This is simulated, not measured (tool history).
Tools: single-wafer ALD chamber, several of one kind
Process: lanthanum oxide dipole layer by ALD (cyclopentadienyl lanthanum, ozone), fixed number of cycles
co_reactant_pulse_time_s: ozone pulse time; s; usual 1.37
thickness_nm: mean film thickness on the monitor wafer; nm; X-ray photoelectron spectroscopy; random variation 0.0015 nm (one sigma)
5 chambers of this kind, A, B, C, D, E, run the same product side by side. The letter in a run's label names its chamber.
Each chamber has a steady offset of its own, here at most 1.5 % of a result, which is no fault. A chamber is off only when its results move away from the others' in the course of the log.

run,day,co_reactant_pulse_time_s,hours since the last thermocouple change,hours since the last ozone generator service,"read-back reference wafer on the same gauge, thickness_nm",thickness_nm
1B,0.142,1.37,510.5,456.7,0.51391,0.54247
2E,0.312,1.37,1770.1,108.8,0.51433,0.54392
3D,0.579,1.37,875.2,423.1,0.51379,0.54076
4A,0.867,1.37,134.1,1313,0.51395,0.53169
5C,1.05,1.37,1551,30,0.51345,0.54026
6D,1.212,1.37,890.4,438.3,0.51382,0.54096
7C,1.462,1.37,1560.9,39.9,0.51401,0.54022
8B,1.733,1.37,548.7,494.9,0.51423,0.54376
9A,1.883,1.11,158.5,1337.4,0.51401,0.50931
10E,2.012,1.11,1810.9,149.6,0.5138,0.51642
11B,2.171,1.11,559.2,505.4,0.51372,0.51441
12C,2.417,1.11,1583.8,62.8,0.51385,0.51905
13A,2.612,1.11,176,1354.9,0.51397,0.50701
14E,2.858,1.37,1831.2,169.9,0.51392,0.53981
15D,3.046,1.1,934.4,482.3,0.51403,0.51769
16D,3.196,1.1,938,485.9,0.51403,0.51273
17E,3.442,1.1,1845.2,183.9,0.51413,0.5171
18B,3.721,1.1,596.4,542.6,0.51384,0.51658
19C,3.904,1.1,1619.5,98.5,0.51395,0.51424
20A,4.038,1.37,210.2,1389.1,0.51359,0.53282
21C,4.208,1.37,1626.8,105.8,0.5139,0.54294
22D,4.35,1.73,965.7,513.6,0.51429,0.55849
23B,4.588,1.73,617.2,563.4,0.51375,0.56184
24E,4.862,1.73,1879.3,218,0.51365,0.56007
25A,5.021,1.73,233.8,1412.7,0.51425,0.55447
# day 5.192: chamber A: ozone generator serviced
26E,5.262,1.73,1888.9,227.6,0.51372,0.55976
27B,5.438,1.37,637.6,583.8,0.5141,0.54311
28C,5.629,1.37,1660.9,139.9,0.51382,0.53695
# day 5.792: chamber B: ozone generator serviced
29D,5.9,1.37,1002.9,550.8,0.51383,0.53912
30A,6.162,1.37,261.2,23.3,0.51368,0.53658
31B,6.3,1.37,658.3,12.2,0.51399,0.54506
32A,6.596,0.86,271.6,33.7,0.51417,0.47115
33C,6.812,0.86,1689.3,168.3,0.51375,0.47788
34D,6.954,0.86,1028.2,576.1,0.51437,0.47543

What goes on in this fleet: one chamber off, a drifting gauge, or nothing beyond the chambers' own small offsets? Name the chamber and the cause, if any.

No chamber stands off beyond its own small offset, and the gauge holds steady.
